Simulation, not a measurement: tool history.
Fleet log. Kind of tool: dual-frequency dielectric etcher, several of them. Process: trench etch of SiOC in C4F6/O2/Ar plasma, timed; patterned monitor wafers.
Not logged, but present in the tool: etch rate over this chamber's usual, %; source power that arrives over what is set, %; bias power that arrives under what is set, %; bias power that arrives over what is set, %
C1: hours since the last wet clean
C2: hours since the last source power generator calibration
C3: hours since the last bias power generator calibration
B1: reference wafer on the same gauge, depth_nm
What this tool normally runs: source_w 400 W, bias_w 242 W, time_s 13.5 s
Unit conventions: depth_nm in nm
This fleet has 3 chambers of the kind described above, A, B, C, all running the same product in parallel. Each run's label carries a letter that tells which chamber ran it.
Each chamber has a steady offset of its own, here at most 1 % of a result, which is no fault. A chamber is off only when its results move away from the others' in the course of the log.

Run 1A, hour 3: usual settings; C1 309.7; C2 2455.2; C3 3618.1; B1 28.612. Result: depth_nm 30.732 nm.
Run 2B, hour 7.7: usual settings; C1 253.3; C2 2898.8; C3 640.4; B1 28.65. Result: depth_nm 31.119 nm.
Run 3C, hour 12.4: usual settings; C1 21.4; C2 821.5; C3 1182.5; B1 28.592. Result: depth_nm 30.74 nm.
Run 4A, hour 15.5: usual settings; C1 322.2; C2 2467.7; C3 3630.6; B1 28.562. Result: depth_nm 31.309 nm.
Run 5B, hour 19.5: usual settings; C1 265.1; C2 2910.6; C3 652.2; B1 28.645. Result: depth_nm 31.111 nm.
Run 6C, hour 24.1: usual settings but source_w 330 W, bias_w 277 W; C1 33.1; C2 833.2; C3 1194.2; B1 28.588. Result: depth_nm 30.097 nm.
Run 7A, hour 29.8: usual settings but source_w 330 W, bias_w 277 W; C1 336.5; C2 2482; C3 3644.9; B1 28.571. Result: depth_nm 30.064 nm.
Run 8C, hour 34.6: usual settings but source_w 330 W, bias_w 277 W; C1 43.6; C2 843.7; C3 1204.7; B1 28.619. Result: depth_nm 30.121 nm.
Run 9B, hour 38.9: usual settings; C1 284.5; C2 2930; C3 671.6; B1 28.602. Result: depth_nm 30.937 nm.
Run 10C, hour 42.4: usual settings; C1 51.4; C2 851.5; C3 1212.5; B1 28.633. Result: depth_nm 30.657 nm.
Run 11A, hour 45: usual settings; C1 351.7; C2 2497.2; C3 3660.1; B1 28.618. Result: depth_nm 31.128 nm.
Run 12B, hour 49.3: usual settings; C1 294.9; C2 2940.4; C3 682; B1 28.579. Result: depth_nm 31.343 nm.
Run 13B, hour 53: usual settings but source_w 440 W; C1 298.6; C2 2944.1; C3 685.7; B1 28.628. Result: depth_nm 32.071 nm.
Run 14A, hour 56.8: usual settings but source_w 440 W; C1 363.5; C2 2509; C3 3671.9; B1 28.597. Result: depth_nm 32.728 nm.
Run 15C, hour 62.1: usual settings but source_w 440 W; C1 71.1; C2 871.2; C3 1232.2; B1 28.616. Result: depth_nm 32.197 nm.
Run 16C, hour 65.3: usual settings; C1 74.3; C2 874.4; C3 1235.4; B1 28.612. Result: depth_nm 30.69 nm.
Run 17A, hour 70.5: usual settings; C1 377.2; C2 2522.7; C3 3685.6; B1 28.622. Result: depth_nm 31.786 nm.
Run 18B, hour 74.2: usual settings; C1 319.8; C2 2965.3; C3 706.9; B1 28.601. Result: depth_nm 31.217 nm.
Run 19B, hour 77.6: usual settings; C1 323.2; C2 2968.7; C3 710.3; B1 28.589. Result: depth_nm 31.205 nm.
Run 20C, hour 83.1: usual settings; C1 92.1; C2 892.2; C3 1253.2; B1 28.613. Result: depth_nm 31.017 nm.
Run 21A, hour 86.3: usual settings; C1 393; C2 2538.5; C3 3701.4; B1 28.579. Result: depth_nm 32.591 nm.
Run 22A, hour 90.4: usual settings but source_w 330 W, time_s 12 s; C1 397.1; C2 2542.6; C3 3705.5; B1 28.658. Result: depth_nm 26.595 nm.
Run 23B, hour 94.4: usual settings but source_w 330 W, time_s 12 s; C1 340; C2 2985.5; C3 727.1; B1 28.59. Result: depth_nm 25.793 nm.

All 3 chambers run these settings next. Forecast each chamber's results:
Run 24A, hour 98.5: usual settings. Result: depth_nm ?.
Run 24B, hour 98.5: usual settings. Result: depth_nm ?.
Run 24C, hour 98.5: usual settings. Result: depth_nm ?.

run  depth_nm
24A    32.492
24B     31.05
24C    30.732
